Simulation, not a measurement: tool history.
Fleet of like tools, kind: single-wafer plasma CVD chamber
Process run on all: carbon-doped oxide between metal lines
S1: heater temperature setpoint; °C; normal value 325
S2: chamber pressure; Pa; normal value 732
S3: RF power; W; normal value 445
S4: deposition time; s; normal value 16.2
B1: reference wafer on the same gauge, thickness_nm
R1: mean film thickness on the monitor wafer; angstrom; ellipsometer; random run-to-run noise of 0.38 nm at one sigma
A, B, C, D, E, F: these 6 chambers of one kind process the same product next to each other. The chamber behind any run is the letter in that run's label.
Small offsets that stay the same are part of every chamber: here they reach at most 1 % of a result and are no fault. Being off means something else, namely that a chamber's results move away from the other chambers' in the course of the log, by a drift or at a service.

run	hour	S1	S2	S3	S4	B1	R1
1A	5.2	325	732	445	16.2	94.701	852.45
2F	10.6	325	732	445	16.2	94.636	839.04
3E	14.2	325	732	445	16.2	94.728	850.78
4D	21.1	325	732	445	16.2	94.648	847.08
5C	24.5	325	732	445	16.2	94.706	845.69
6B	30	325	732	445	16.2	94.679	849.61
7B	34.2	325	732	445	16.2	94.753	845.92
8C	38	325	732	445	16.2	94.625	846.66
9D	45.4	325	732	445	16.2	94.579	848.68
10A	52.6	325	600	445	16.2	94.673	833.07
11E	60	325	600	445	16.2	94.67	833.16
12F	65.2	325	600	445	16.2	94.741	820.62
13F	69.1	325	600	445	16.2	94.776	821.52
14B	76.2	325	600	445	16.2	94.596	827.4
15C	79.4	325	600	445	16.2	94.704	824.26
16E	86	325	732	445	16.2	94.696	846.02
17A	90.2	325	732	445	16.2	94.696	847.78
18D	94.7	325	732	445	16.2	94.688	842.24
19F	100	325	732	445	16.2	94.63	843.52
20D	104.2	325	732	445	16.2	94.647	836.73
21C	111	325	732	445	16.2	94.714	857.42
# hour 115.1: chamber C: RF generator calibrated
22B	117	325	732	445	16.2	94.735	839.75
23A	121.4	325	732	445	16.2	94.6	844.59
24E	128.8	325	732	445	16.2	94.731	846.14
25D	132.5	325	732	445	16.2	94.73	830.1
26C	137.8	325	633	445	16.2	94.604	832.86
27F	144.7	325	633	445	16.2	94.66	828.52
28B	149.1	325	633	445	16.2	94.631	823.22
29E	152.4	325	633	445	16.2	94.676	823.94
30A	155.9	325	633	445	16.2	94.83	827.35
31C	159.4	325	633	445	16.2	94.729	833.6
32E	166.5	325	732	375	16.2	94.707	749.67
33D	173.9	325	732	375	16.2	94.675	717.32
34B	179.9	325	732	375	16.2	94.708	750.16
35A	183.9	325	732	375	16.2	94.717	745.82
36F	188.2	325	732	375	16.2	94.605	742.91
37B	193.9	325	732	375	16.2	94.695	740.26
38D	197.5	325	732	445	16.2	94.765	814.06

All 6 chambers run these settings next. Forecast each chamber's results:
39A	202.9	325	907	445	16.2		?
39B	202.9	325	907	445	16.2		?
39C	202.9	325	907	445	16.2		?
39D	202.9	325	907	445	16.2		?
39E	202.9	325	907	445	16.2		?
39F	202.9	325	907	445	16.2		?

run	R1
39A	862.37
39B	865.51
39C	863.39
39D	831.71
39E	867.54
39F	853.5

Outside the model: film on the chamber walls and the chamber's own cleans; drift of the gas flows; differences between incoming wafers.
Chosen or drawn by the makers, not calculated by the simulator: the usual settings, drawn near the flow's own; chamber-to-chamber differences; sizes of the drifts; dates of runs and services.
